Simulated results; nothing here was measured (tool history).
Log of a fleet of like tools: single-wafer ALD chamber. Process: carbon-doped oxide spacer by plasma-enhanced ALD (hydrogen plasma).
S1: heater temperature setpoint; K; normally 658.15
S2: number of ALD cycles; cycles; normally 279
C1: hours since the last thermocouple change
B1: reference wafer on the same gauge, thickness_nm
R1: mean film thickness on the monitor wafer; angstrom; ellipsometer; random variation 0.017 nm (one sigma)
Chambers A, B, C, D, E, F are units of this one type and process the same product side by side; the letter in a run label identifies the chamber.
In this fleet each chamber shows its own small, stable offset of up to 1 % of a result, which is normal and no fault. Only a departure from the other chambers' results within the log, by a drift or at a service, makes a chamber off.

run 1B hour=5.6 | S1=658.15 S2=279 | C1=1905.2 | B1=12.997 | R1=139.67
run 2A hour=8.8 | S1=658.15 S2=279 | C1=120.0 | B1=12.997 | R1=140.09
run 3E hour=14.7 | S1=658.15 S2=279 | C1=1731.8 | B1=12.998 | R1=139.24
run 4D hour=20.1 | S1=658.15 S2=279 | C1=275.2 | B1=12.989 | R1=139.00
run 5F hour=24.3 | S1=658.15 S2=279 | C1=1053.7 | B1=12.993 | R1=138.43
run 6C hour=30.1 | S1=658.15 S2=279 | C1=1400.5 | B1=12.988 | R1=140.51
-- hour=30.6 chamber C: thermocouple changed; heater temperature recalibrated
run 7D hour=35.8 | S1=658.15 S2=279 | C1=290.9 | B1=12.983 | R1=138.82
run 8A hour=40.0 | S1=658.15 S2=279 | C1=151.2 | B1=12.986 | R1=140.52
run 9F hour=45.1 | S1=658.15 S2=279 | C1=1074.5 | B1=12.986 | R1=138.19
run 10B hour=50.6 | S1=658.15 S2=279 | C1=1950.2 | B1=12.984 | R1=139.43
run 11E hour=53.7 | S1=658.15 S2=279 | C1=1770.8 | B1=12.982 | R1=138.98
run 12C hour=58.5 | S1=658.15 S2=279 | C1=27.9 | B1=12.981 | R1=140.25
run 13A hour=62.4 | S1=658.15 S2=279 | C1=173.6 | B1=12.975 | R1=139.98
run 14C hour=67.6 | S1=658.15 S2=279 | C1=37.0 | B1=12.971 | R1=140.61
run 15F hour=72.4 | S1=658.15 S2=279 | C1=1101.8 | B1=12.971 | R1=137.86
run 16E hour=77.9 | S1=658.15 S2=279 | C1=1795.0 | B1=12.971 | R1=138.90
run 17D hour=81.1 | S1=658.15 S2=279 | C1=336.2 | B1=12.968 | R1=138.64
run 18B hour=85.4 | S1=658.15 S2=279 | C1=1985.0 | B1=12.968 | R1=138.99
run 19C hour=88.8 | S1=658.15 S2=314 | C1=58.2 | B1=12.968 | R1=158.02
run 20B hour=92.5 | S1=658.15 S2=314 | C1=1992.1 | B1=12.963 | R1=156.64
run 21E hour=97.5 | S1=658.15 S2=314 | C1=1814.6 | B1=12.959 | R1=156.16
run 22D hour=102.1 | S1=658.15 S2=314 | C1=357.2 | B1=12.961 | R1=156.09
run 23A hour=105.2 | S1=658.15 S2=314 | C1=216.4 | B1=12.957 | R1=157.01
run 24F hour=108.1 | S1=658.15 S2=314 | C1=1137.5 | B1=12.951 | R1=155.33
run 25C hour=110.8 | S1=658.15 S2=279 | C1=80.2 | B1=12.955 | R1=139.96
run 26F hour=116.4 | S1=658.15 S2=279 | C1=1145.8 | B1=12.955 | R1=138.18
run 27A hour=120.9 | S1=658.15 S2=279 | C1=232.1 | B1=12.953 | R1=139.83
run 28D hour=124.2 | S1=658.15 S2=279 | C1=379.3 | B1=12.952 | R1=138.45
run 29E hour=129.2 | S1=647.15 S2=318 | C1=1846.3 | B1=12.947 | R1=158.11
run 30B hour=132.0 | S1=647.15 S2=318 | C1=2031.6 | B1=12.950 | R1=158.48
run 31C hour=137.1 | S1=647.15 S2=318 | C1=106.5 | B1=12.948 | R1=159.75
run 32B hour=141.6 | S1=647.15 S2=318 | C1=2041.2 | B1=12.942 | R1=158.35
run 33D hour=144.4 | S1=647.15 S2=318 | C1=399.5 | B1=12.945 | R1=157.60
run 34E hour=148.5 | S1=647.15 S2=318 | C1=1865.6 | B1=12.944 | R1=157.96
run 35F hour=151.5 | S1=658.15 S2=279 | C1=1180.9 | B1=12.943 | R1=137.88
run 36A hour=156.0 | S1=658.15 S2=279 | C1=267.2 | B1=12.938 | R1=139.50

Does one chamber stand apart from the rest, does the shared gauge drift, or is all well apart from small per-chamber offsets? Give the chamber and the most likely cause, where there is one.

The shared gauge is drifting. All chambers look as if they move in step, but none is off.
Most likely cause: gauge reads low (%) = 0.489.
